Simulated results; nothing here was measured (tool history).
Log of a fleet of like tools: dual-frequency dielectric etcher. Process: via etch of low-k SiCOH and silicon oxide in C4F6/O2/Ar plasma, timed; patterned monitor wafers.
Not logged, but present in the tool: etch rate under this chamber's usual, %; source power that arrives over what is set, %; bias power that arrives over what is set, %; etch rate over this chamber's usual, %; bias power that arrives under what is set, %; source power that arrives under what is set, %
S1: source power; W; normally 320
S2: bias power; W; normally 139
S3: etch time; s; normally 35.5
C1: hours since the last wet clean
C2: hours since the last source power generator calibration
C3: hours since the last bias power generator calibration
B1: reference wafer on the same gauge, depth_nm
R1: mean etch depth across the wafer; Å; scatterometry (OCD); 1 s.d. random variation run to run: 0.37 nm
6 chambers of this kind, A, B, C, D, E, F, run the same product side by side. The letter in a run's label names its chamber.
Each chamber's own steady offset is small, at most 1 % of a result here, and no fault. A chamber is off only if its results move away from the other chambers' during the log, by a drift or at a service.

| run | hour | S1 | S2 | S3 | C1 | C2 | C3 | B1 | R1 |
|---|---|---|---|---|---|---|---|---|---|
| 1D | 10.8 | 320 | 139 | 35.5 | 416 | 1479.5 | 2752.1 | 71.546 | 796.39 |
|  | 16.2 | chamber D: wet clean of the chamber |
| 2B | 20.5 | 320 | 139 | 35.5 | 233.7 | 753 | 1399.9 | 71.51 | 787.39 |
|  | 26.8 | chamber E: source power generator calibrated |
| 3C | 30.9 | 320 | 139 | 35.5 | 239.4 | 180.5 | 3134.1 | 71.71 | 787.92 |
| 4A | 40.5 | 320 | 139 | 35.5 | 76.9 | 82.2 | 1770.5 | 71.717 | 788.69 |
| 5F | 52.9 | 320 | 139 | 35.5 | 286.3 | 3626.2 | 3355.4 | 71.658 | 780.68 |
| 6E | 68.5 | 320 | 139 | 35.5 | 364.8 | 41.7 | 2017.5 | 71.562 | 785.95 |
| 7C | 76.7 | 320 | 139 | 35.5 | 285.2 | 226.3 | 3179.9 | 71.602 | 788.13 |
|  | 82.4 | chamber F: bias power generator calibrated |
| 8D | 92.2 | 300 | 154 | 35.5 | 76.1 | 1560.9 | 2833.5 | 71.583 | 792.39 |
| 9A | 103.7 | 300 | 154 | 35.5 | 140.1 | 145.4 | 1833.7 | 71.611 | 791.84 |
|  | 109.6 | chamber A: bias power generator calibrated |
| 10F | 117.1 | 300 | 154 | 35.5 | 350.5 | 3690.4 | 34.7 | 71.521 | 798.09 |
|  | 123.2 | chamber C: bias power generator calibrated |
| 11B | 129.4 | 300 | 154 | 35.5 | 342.6 | 861.9 | 1508.8 | 71.583 | 793.85 |
|  | 137.2 | chamber B: wet clean of the chamber |
| 12E | 145.7 | 300 | 154 | 35.5 | 442 | 118.9 | 2094.7 | 71.537 | 785.96 |
|  | 152 | chamber E: wet clean of the chamber |
| 13F | 154.9 | 300 | 154 | 35.5 | 388.3 | 3728.2 | 72.5 | 71.614 | 794.39 |
|  | 165.2 | chamber F: wet clean of the chamber |
| 14E | 169.6 | 370 | 106 | 35.5 | 17.7 | 142.8 | 2118.6 | 71.675 | 790.6 |
| 15B | 180.5 | 370 | 106 | 35.5 | 43.4 | 913 | 1559.9 | 71.541 | 770.99 |
| 16D | 195.6 | 370 | 106 | 35.5 | 179.5 | 1664.3 | 2936.9 | 71.566 | 777.72 |
| 17C | 205.9 | 370 | 106 | 35.5 | 414.4 | 355.5 | 82.8 | 71.641 | 770.74 |
| 18A | 214.9 | 370 | 106 | 35.5 | 251.3 | 256.6 | 105.3 | 71.658 | 771.53 |
| 19C | 226.7 | 370 | 106 | 35.5 | 435.2 | 376.3 | 103.6 | 71.636 | 771.15 |
| 20A | 239.4 | 320 | 139 | 35.5 | 275.8 | 281.1 | 129.8 | 71.582 | 792.78 |
| 21D | 246.9 | 320 | 139 | 35.5 | 230.8 | 1715.6 | 2988.2 | 71.585 | 792.6 |
| 22F | 262.5 | 320 | 139 | 35.5 | 97.3 | 3835.8 | 180.1 | 71.637 | 788.51 |
| 23B | 270.4 | 320 | 139 | 35.5 | 133.3 | 1002.9 | 1649.8 | 71.472 | 783.1 |
|  | 276 | chamber C: wet clean of the chamber |
| 24E | 285.9 | 320 | 139 | 35.5 | 134 | 259.1 | 2234.9 | 71.546 | 817.69 |
| 25F | 294.1 | 320 | 139 | 35.5 | 128.9 | 3867.4 | 211.7 | 71.612 | 785.15 |
| 26B | 306.9 | 320 | 139 | 35.5 | 169.8 | 1039.4 | 1686.3 | 71.616 | 788.72 |
| 27D | 320.2 | 320 | 139 | 35.5 | 304.1 | 1788.9 | 3061.5 | 71.528 | 787.49 |
| 28C | 332.2 | 320 | 111 | 35.5 | 56.2 | 481.8 | 209.1 | 71.579 | 732.2 |
| 29A | 347.7 | 320 | 111 | 35.5 | 384.1 | 389.4 | 238.1 | 71.642 | 732.63 |
| 30E | 356.3 | 320 | 111 | 35.5 | 204.4 | 329.5 | 2305.3 | 71.647 | 760.39 |
| 31E | 366.9 | 320 | 111 | 35.5 | 215 | 340.1 | 2315.9 | 71.615 | 760.65 |
| 32F | 379.9 | 320 | 111 | 35.5 | 214.7 | 3953.2 | 297.5 | 71.649 | 744.93 |
| 33C | 392.3 | 320 | 111 | 35.5 | 116.3 | 541.9 | 269.2 | 71.624 | 733.19 |
| 34A | 400.5 | 320 | 139 | 35.5 | 436.9 | 442.2 | 290.9 | 71.666 | 787.13 |
| 35B | 416.2 | 320 | 139 | 35.5 | 279.1 | 1148.7 | 1795.6 | 71.534 | 790.26 |
| 36D | 429.8 | 340 | 139 | 35.5 | 413.7 | 1898.5 | 3171.1 | 71.565 | 807.39 |
|  | 441.1 | chamber D: wet clean of the chamber |
| 37A | 442.5 | 340 | 139 | 35.5 | 478.9 | 484.2 | 332.9 | 71.601 | 811.17 |
| 38E | 450.7 | 340 | 139 | 35.5 | 298.8 | 423.9 | 2399.7 | 71.502 | 824.96 |
| 39D | 463.9 | 340 | 139 | 35.5 | 22.8 | 1932.6 | 3205.2 | 71.647 | 803.6 |

Which is it: a chamber that has drifted or been left off by a service, a gauge drift common to all chambers, or only each chamber's usual small offset? If a chamber is off, name it and its likeliest cause.

A service on chamber E put it out of line with the rest.
Most likely cause: etch rate over this chamber's usual, % = 4.18.

Below are 4 candidate recipes for chamber E's next run, each the usual settings with a change, their results shown as question marks. Which of them brings E's results back in line with what the other chambers give on the usual settings?
In-line tolerance around the mean of the other chambers on the usual settings: R1 13 Å
| 40E-1 | 475.8 | 320 | 140 | 36.5 |  |  |  |  | ? |
| 40E-2 | 475.8 | 320 | 138 | 34.5 |  |  |  |  | ? |
| 40E-3 | 475.8 | 320 | 137 | 33.5 |  |  |  |  | ? |
| 40E-4 | 475.8 | 330 | 141 | 37.5 |  |  |  |  | ? |

On the usual settings, the other chambers give on average: R1 787.55 Å
| run | R1 |
|---|---|
| 40E-1 | 839.4 |
| 40E-2 | 789.92 |
| 40E-3 | 765.33 |
| 40E-4 | 874.7 |
40E-2 brings the chamber back in line.
